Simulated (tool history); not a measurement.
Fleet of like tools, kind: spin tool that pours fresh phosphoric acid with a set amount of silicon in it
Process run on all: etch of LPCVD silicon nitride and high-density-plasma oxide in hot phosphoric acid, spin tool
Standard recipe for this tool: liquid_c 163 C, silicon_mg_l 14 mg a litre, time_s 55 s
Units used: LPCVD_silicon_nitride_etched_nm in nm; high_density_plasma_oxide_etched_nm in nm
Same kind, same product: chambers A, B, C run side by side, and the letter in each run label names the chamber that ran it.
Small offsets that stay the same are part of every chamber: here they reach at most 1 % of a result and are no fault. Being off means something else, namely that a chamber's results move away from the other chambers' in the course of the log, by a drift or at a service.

run    day  liquid_c  silicon_mg_l  time_s  read-back film thickness of the LPCVD silicon nitride reference wafer, read on the same gauge (nm)  read-back film thickness of the high-density-plasma oxide reference wafer, read on the same gauge (nm)  LPCVD_silicon_nitride_etched_nm  high_density_plasma_oxide_etched_nm
 1A  0.183       163            14      55                                                                                               99.98                                                                                                     110                           5.3931                              0.15177
 2C  0.504       163            14      55                                                                                              99.993                                                                                                  110.01                           5.2742                              0.12865
 3B  0.658       163            14      55                                                                                              99.982                                                                                                     110                           5.3847                              0.24839
 4B  0.842       163            14      55                                                                                              99.973                                                                                                  109.98                           5.1983                              0.16322
 5C  1.025       163            14      70                                                                                              99.995                                                                                                  110.02                           6.7908                              0.19958
 6A  1.312       163            14      70                                                                                              99.977                                                                                                  110.03                           6.7434                              0.22878
     1.512  -- chamber B: thermometer replaced
 7A  1.638       163            14      70                                                                                              100.02                                                                                                  110.01                           6.7381                              0.28893
 8B  1.838       163            14      55                                                                                              100.01                                                                                                     110                           5.2064                              0.12528
 9C  2.029       163            14      55                                                                                              99.976                                                                                                  110.01                           5.2786                              0.23183
10A    2.2       163            14      55                                                                                              100.06                                                                                                  110.05                           5.1886                              0.22091
11C  2.496       163            14      55                                                                                              99.974                                                                                                  109.98                           5.1969                              0.15506
12B  2.688       163            14      55                                                                                              99.981                                                                                                     110                           5.3798                              0.17321
13C  3.017       163            14      55                                                                                              99.988                                                                                                     110                           5.1273                              0.21533
14A  3.333       163            14      55                                                                                              99.997                                                                                                  109.98                           5.2559                              0.13311
15B  3.521       163            14      55                                                                                              100.02                                                                                                     110                           5.3046                               0.1506
     3.721  -- chamber A: thermometer replaced
16A    3.8     160.5            14      35                                                                                              99.957                                                                                                  110.01                            3.057                             0.073103
17C  4.025     160.5            14      35                                                                                               99.96                                                                                                     110                           2.9441                             0.056135
18B  4.242     160.5            14      35                                                                                              100.02                                                                                                  110.01                           3.0901                             0.086837
19C  4.488       163            14      55                                                                                              100.01                                                                                                  109.98                            4.995                              0.17412
20A  4.638       163            14      55                                                                                              99.949                                                                                                  110.01                            5.271                              0.12069
21B  4.854       163            14      55                                                                                              99.976                                                                                                  109.99                           5.3295                              0.14495
22B  5.175       163            14      55                                                                                               99.98                                                                                                  110.01                           5.2914                              0.20595
23A  5.412       163            14      55                                                                                              100.03                                                                                                  110.03                           5.2926                              0.25018
24C  5.704       163             9      70                                                                                              100.04                                                                                                     110                           6.3394                              0.20168
25C  6.038       163             9      70                                                                                              99.996                                                                                                  109.98                           6.1128                              0.22247
26A  6.188       163             9      70                                                                                              100.03                                                                                                  109.99                           6.7702                              0.25091
27B  6.421       163            14      55                                                                                              99.981                                                                                                  109.99                           5.3325                              0.27004
28B  6.654       163            14      55                                                                                              99.966                                                                                                  109.99                           5.3019                              0.21425
29A  6.958       163            14      55                                                                                                 100                                                                                                  110.02                           5.4111                              0.18833
30C  7.242       163            14      55                                                                                              99.977                                                                                                     110                           4.7396                             0.096754
31C  7.412       163            14      55                                                                                              99.998                                                                                                  109.98                           4.6997                             0.084255

Which is it: a chamber that has drifted or been left off by a service, a gauge drift common to all chambers, or only each chamber's usual small offset? If a chamber is off, name it and its likeliest cause.

One chamber, C, drifts off from the rest bit by bit.
What lies behind it: temperature lost on the way to the wafer (K) = 3.29.

Here are 4 candidates for chamber C's next run, each the usual settings with a change, their results left as question marks. Which one brings its results back in line with what the others give on the usual settings?
Allowed miss from the other chambers' usual-settings mean, per result, to count as in line: LPCVD_silicon_nitride_etched_nm 0.18 nm; high_density_plasma_oxide_etched_nm 0.13 nm
32C-1  7.654     162.5            18      50                                                                                                                                                                                                                                            ?                                    ?
32C-2  7.654       162          21.5      45                                                                                                                                                                                                                                            ?                                    ?
32C-3  7.654     164.5           4.5      65                                                                                                                                                                                                                                            ?                                    ?
32C-4  7.654     163.5            10      60                                                                                                                                                                                                                                            ?                                    ?

Mean of the other chambers on the usual settings: LPCVD_silicon_nitride_etched_nm 5.2975 nm; high_density_plasma_oxide_etched_nm 0.17621 nm
  run  LPCVD_silicon_nitride_etched_nm  high_density_plasma_oxide_etched_nm
32C-1                            4.259                              0.11324
32C-2                           3.7702                             0.088943
32C-3                           5.9171                              0.23373
32C-4                           5.2838                              0.17874
With 32C-4, the chamber falls back in line with the rest.

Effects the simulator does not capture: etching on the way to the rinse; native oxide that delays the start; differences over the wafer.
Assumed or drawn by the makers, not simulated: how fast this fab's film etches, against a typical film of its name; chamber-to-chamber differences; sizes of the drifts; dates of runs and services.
